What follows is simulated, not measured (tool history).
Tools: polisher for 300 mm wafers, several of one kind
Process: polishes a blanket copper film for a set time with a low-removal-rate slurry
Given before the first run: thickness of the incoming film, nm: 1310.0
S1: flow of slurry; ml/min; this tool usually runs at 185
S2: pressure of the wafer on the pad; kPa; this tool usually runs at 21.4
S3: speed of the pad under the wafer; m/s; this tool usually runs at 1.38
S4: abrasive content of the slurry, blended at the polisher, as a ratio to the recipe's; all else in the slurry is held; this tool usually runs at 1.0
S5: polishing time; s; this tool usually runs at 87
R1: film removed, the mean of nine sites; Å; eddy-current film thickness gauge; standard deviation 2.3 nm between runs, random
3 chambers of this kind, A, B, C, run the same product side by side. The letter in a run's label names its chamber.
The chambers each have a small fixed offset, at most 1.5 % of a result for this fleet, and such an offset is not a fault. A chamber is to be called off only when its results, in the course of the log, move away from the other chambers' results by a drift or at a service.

run,hour,S1,S2,S3,S4,S5,R1
1A,13.5,185,21.4,1.38,1.0,87,3410.0
2B,20.8,185,21.4,1.38,1.0,87,3415.4
3C,30.1,185,21.4,1.38,1.0,87,3389.4
4A,36.9,185,21.4,1.38,1.0,87,3398.8
5C,50.2,185,21.4,1.38,1.0,87,3342.1
6B,57.9,185,21.4,1.38,1.0,87,3386.4
7C,70.5,185,21.4,1.38,1.0,61,2378.0
# hour 73.3: chamber C: worn pad replaced by a new one
8A,78.0,185,21.4,1.38,1.0,61,2376.9
# hour 81.9: chamber A: worn pad replaced by a new one
9B,88.6,185,21.4,1.38,1.0,61,2384.7
# hour 91.4: chamber C: slurry blender recalibrated
10C,101.3,185,21.4,1.38,1.0,87,3351.5
11B,114.4,185,21.4,1.38,1.0,87,3395.5
# hour 118.1: chamber B: slurry blender recalibrated
# hour 126.5: chamber B: worn pad replaced by a new one
12A,127.4,185,21.4,1.38,1.0,87,3377.9
13B,138.8,185,21.4,1.38,1.0,87,3421.8
14C,145.0,185,21.4,1.38,1.0,87,3336.3
15A,151.6,185,21.4,1.38,1.0,87,3340.3
16A,163.5,185,21.4,1.38,1.0,87,3389.0
# hour 169.7: chamber A: slurry blender recalibrated
17C,173.3,185,21.4,1.38,1.0,87,3342.4
18B,179.3,185,21.4,1.38,1.0,87,3421.4
19C,190.5,185,21.4,1.38,1.0,87,3388.9
20B,198.8,185,21.4,1.38,1.0,87,3408.5
21A,209.4,185,21.4,1.38,1.0,87,3309.6
22A,218.1,230,21.4,1.38,1.0,87,3369.9
# hour 224.5: chamber A: worn pad replaced by a new one
# hour 226.4: chamber C: slurry blender recalibrated
23B,228.3,230,21.4,1.38,1.0,87,3484.0
24C,239.5,230,21.4,1.38,1.0,87,3433.7
25A,249.1,185,21.4,1.38,1.0,87,3250.4
26C,258.9,185,21.4,1.38,1.0,87,3330.3
27B,268.2,185,21.4,1.38,1.0,87,3400.9

All chambers now run identical settings, listed one chamber a line with results as question marks. What results will each chamber show?
28A,278.1,185,21.4,1.38,1.3,87,?
28B,278.1,185,21.4,1.38,1.3,87,?
28C,278.1,185,21.4,1.38,1.3,87,?

run,R1
28A,3386.3
28B,3612.7
28C,3522.3
